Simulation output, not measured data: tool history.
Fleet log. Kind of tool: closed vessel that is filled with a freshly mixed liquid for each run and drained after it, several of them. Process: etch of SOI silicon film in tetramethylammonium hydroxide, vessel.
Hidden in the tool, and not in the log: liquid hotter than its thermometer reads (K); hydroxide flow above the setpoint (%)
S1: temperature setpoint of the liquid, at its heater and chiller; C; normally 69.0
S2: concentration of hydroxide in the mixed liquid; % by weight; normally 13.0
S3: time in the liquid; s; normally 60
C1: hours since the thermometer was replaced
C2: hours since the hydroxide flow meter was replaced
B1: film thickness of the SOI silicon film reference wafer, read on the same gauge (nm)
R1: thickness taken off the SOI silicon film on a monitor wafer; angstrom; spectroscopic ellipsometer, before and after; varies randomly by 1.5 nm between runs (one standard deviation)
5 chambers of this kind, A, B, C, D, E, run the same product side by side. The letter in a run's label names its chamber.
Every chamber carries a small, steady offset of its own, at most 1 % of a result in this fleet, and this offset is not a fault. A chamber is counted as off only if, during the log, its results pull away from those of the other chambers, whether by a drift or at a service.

Run 1B, hour 4.0: usual settings; C1 457.8; C2 778.9; B1 109.99. Result: R1 3619.0 angstrom.
Run 2D, hour 11.0: usual settings; C1 128.6; C2 484.0; B1 110.01. Result: R1 3682.4 angstrom.
Run 3A, hour 15.3: usual settings; C1 2582.4; C2 1758.9; B1 109.99. Result: R1 3676.4 angstrom.
Run 4E, hour 19.7: usual settings; C1 523.4; C2 1703.5; B1 110.00. Result: R1 3624.9 angstrom.
Run 5C, hour 27.0: usual settings; C1 1173.1; C2 444.2; B1 109.99. Result: R1 3602.1 angstrom.
Run 6E, hour 32.2: usual settings; C1 535.9; C2 1716.0; B1 110.01. Result: R1 3597.7 angstrom.
Run 7A, hour 38.4: usual settings; C1 2605.5; C2 1782.0; B1 110.01. Result: R1 3649.0 angstrom.
Run 8C, hour 42.8: usual settings; C1 1188.9; C2 460.0; B1 109.99. Result: R1 3636.4 angstrom.
Run 9B, hour 48.2: usual settings; C1 502.0; C2 823.1; B1 109.99. Result: R1 3608.2 angstrom.
Run 10D, hour 53.9: usual settings; C1 171.5; C2 526.9; B1 110.00. Result: R1 3672.6 angstrom.
Run 11B, hour 59.2: usual settings; C1 513.0; C2 834.1; B1 110.00. Result: R1 3624.2 angstrom.
Run 12C, hour 64.8: usual settings; C1 1210.9; C2 482.0; B1 110.00. Result: R1 3635.3 angstrom.
Run 13E, hour 72.8: usual settings but S2 15.0 % by weight; C1 576.5; C2 1756.6; B1 110.01. Result: R1 3372.1 angstrom.
Run 14A, hour 79.1: usual settings but S2 15.0 % by weight; C1 2646.2; C2 1822.7; B1 110.00. Result: R1 3412.5 angstrom.
Run 15D, hour 86.6: usual settings but S2 15.0 % by weight; C1 204.2; C2 559.6; B1 109.99. Result: R1 3438.7 angstrom.
Run 16A, hour 93.3: usual settings but S2 15.0 % by weight; C1 2660.4; C2 1836.9; B1 109.99. Result: R1 3413.2 angstrom.
Run 17B, hour 97.1: usual settings but S2 15.0 % by weight; C1 550.9; C2 872.0; B1 110.01. Result: R1 3369.8 angstrom.
Run 18D, hour 105.1: usual settings but S2 11.5 % by weight; C1 222.7; C2 578.1; B1 110.00. Result: R1 3851.4 angstrom.
At hour 106.0: chamber A: thermometer replaced.
Run 19C, hour 111.8: usual settings but S2 11.5 % by weight; C1 1257.9; C2 529.0; B1 109.99. Result: R1 3819.0 angstrom.
Run 20E, hour 115.4: usual settings but S2 11.5 % by weight; C1 619.1; C2 1799.2; B1 109.99. Result: R1 3785.6 angstrom.
Run 21D, hour 121.4: usual settings but S2 11.5 % by weight; C1 239.0; C2 594.4; B1 109.99. Result: R1 3846.4 angstrom.
Run 22E, hour 127.1: usual settings but S2 11.5 % by weight; C1 630.8; C2 1810.9; B1 110.00. Result: R1 3813.7 angstrom.
Run 23A, hour 131.5: usual settings; C1 25.5; C2 1875.1; B1 110.01. Result: R1 3654.0 angstrom.
Run 24C, hour 135.4: usual settings; C1 1281.5; C2 552.6; B1 110.01. Result: R1 3631.4 angstrom.
At hour 140.3: chamber C: hydroxide flow meter replaced.
Run 25B, hour 141.6: usual settings; C1 595.4; C2 916.5; B1 110.00. Result: R1 3588.5 angstrom.
Run 26E, hour 148.0: usual settings; C1 651.7; C2 1831.8; B1 109.99. Result: R1 3606.8 angstrom.
Run 27C, hour 155.4: usual settings; C1 1301.5; C2 15.2; B1 110.00. Result: R1 3611.4 angstrom.
Run 28B, hour 160.3: usual settings but S1 64.5 C, S3 90 s; C1 614.1; C2 935.2; B1 110.00. Result: R1 4131.0 angstrom.
Run 29D, hour 167.0: usual settings but S1 64.5 C, S3 90 s; C1 284.6; C2 640.0; B1 109.99. Result: R1 4114.8 angstrom.
Run 30A, hour 172.3: usual settings but S1 64.5 C, S3 90 s; C1 66.3; C2 1915.9; B1 110.00. Result: R1 4183.1 angstrom.
Run 31D, hour 178.3: usual settings but S1 64.5 C, S3 90 s; C1 295.9; C2 651.3; B1 110.01. Result: R1 4114.1 angstrom.
At hour 181.2: chamber A: hydroxide flow meter replaced.
Run 32B, hour 186.0: usual settings but S1 64.5 C, S3 90 s; C1 639.8; C2 960.9; B1 110.00. Result: R1 4146.8 angstrom.
Run 33A, hour 194.1: usual settings; C1 88.1; C2 13.0; B1 109.99. Result: R1 3676.9 angstrom.
Run 34C, hour 200.2: usual settings but S1 65.5 C, S2 11.5 % by weight; C1 1346.3; C2 60.0; B1 110.00. Result: R1 3104.7 angstrom.
Run 35E, hour 205.8: usual settings but S1 65.5 C, S2 11.5 % by weight; C1 709.5; C2 1889.6; B1 109.99. Result: R1 3118.1 angstrom.
Run 36A, hour 210.2: usual settings but S1 65.5 C, S2 11.5 % by weight; C1 104.2; C2 29.1; B1 110.00. Result: R1 3147.3 angstrom.
Run 37D, hour 214.2: usual settings but S1 65.5 C, S2 11.5 % by weight; C1 331.8; C2 687.2; B1 109.99. Result: R1 3037.4 angstrom.
Run 38B, hour 221.4: usual settings but S1 65.5 C, S2 11.5 % by weight; C1 675.2; C2 996.3; B1 110.00. Result: R1 3085.6 angstrom.
Run 39C, hour 228.8: usual settings; C1 1374.9; C2 88.6; B1 110.00. Result: R1 3614.6 angstrom.
Run 40E, hour 236.4: usual settings; C1 740.1; C2 1920.2; B1 109.99. Result: R1 3595.9 angstrom.
Run 41A, hour 240.1: usual settings; C1 134.1; C2 59.0; B1 109.99. Result: R1 3652.9 angstrom.
Run 42C, hour 244.0: usual settings; C1 1390.1; C2 103.8; B1 110.01. Result: R1 3619.4 angstrom.
Run 43E, hour 252.0: usual settings; C1 755.7; C2 1935.8; B1 109.99. Result: R1 3617.6 angstrom.
Run 44D, hour 255.8: usual settings but S1 62.0 C; C1 373.4; C2 728.8; B1 110.01. Result: R1 2299.8 angstrom.

Decide between three cases: one chamber stands off from its peers, the gauge reading all wafers drifts, or nothing is wrong past each chamber's small offset. Where a chamber is off, say which and what most likely put it there.

It is chamber D that slowly wanders off from its peers.
Most likely cause: hydroxide flow above the setpoint (%) = 11.9.
The log might look much the same if the cause were instead: liquid colder than its thermometer reads (K).

Below are 4 candidate recipes for chamber D's next run, each the usual settings with a change, their results shown as question marks. Which of them brings D's results back in line with what the other chambers give on the usual settings?
In-line tolerance around the mean of the other chambers on the usual settings: R1 52.0 angstrom
Run 45D-1, hour 261.7: usual settings but S2 12.5 % by weight. Result: R1 ?.
Run 45D-2, hour 261.7: usual settings but S2 12.0 % by weight. Result: R1 ?.
Run 45D-3, hour 261.7: usual settings but S2 14.5 % by weight. Result: R1 ?.
Run 45D-4, hour 261.7: usual settings but S2 13.5 % by weight. Result: R1 ?.

The mean the other chambers reach with the usual settings: R1 3626.6 angstrom
  run      R1
45D-1  3537.6
45D-2  3610.5
45D-3  3317.0
45D-4  3398.6
Change 45D-2 lands the chamber within the allowed miss of the other chambers.
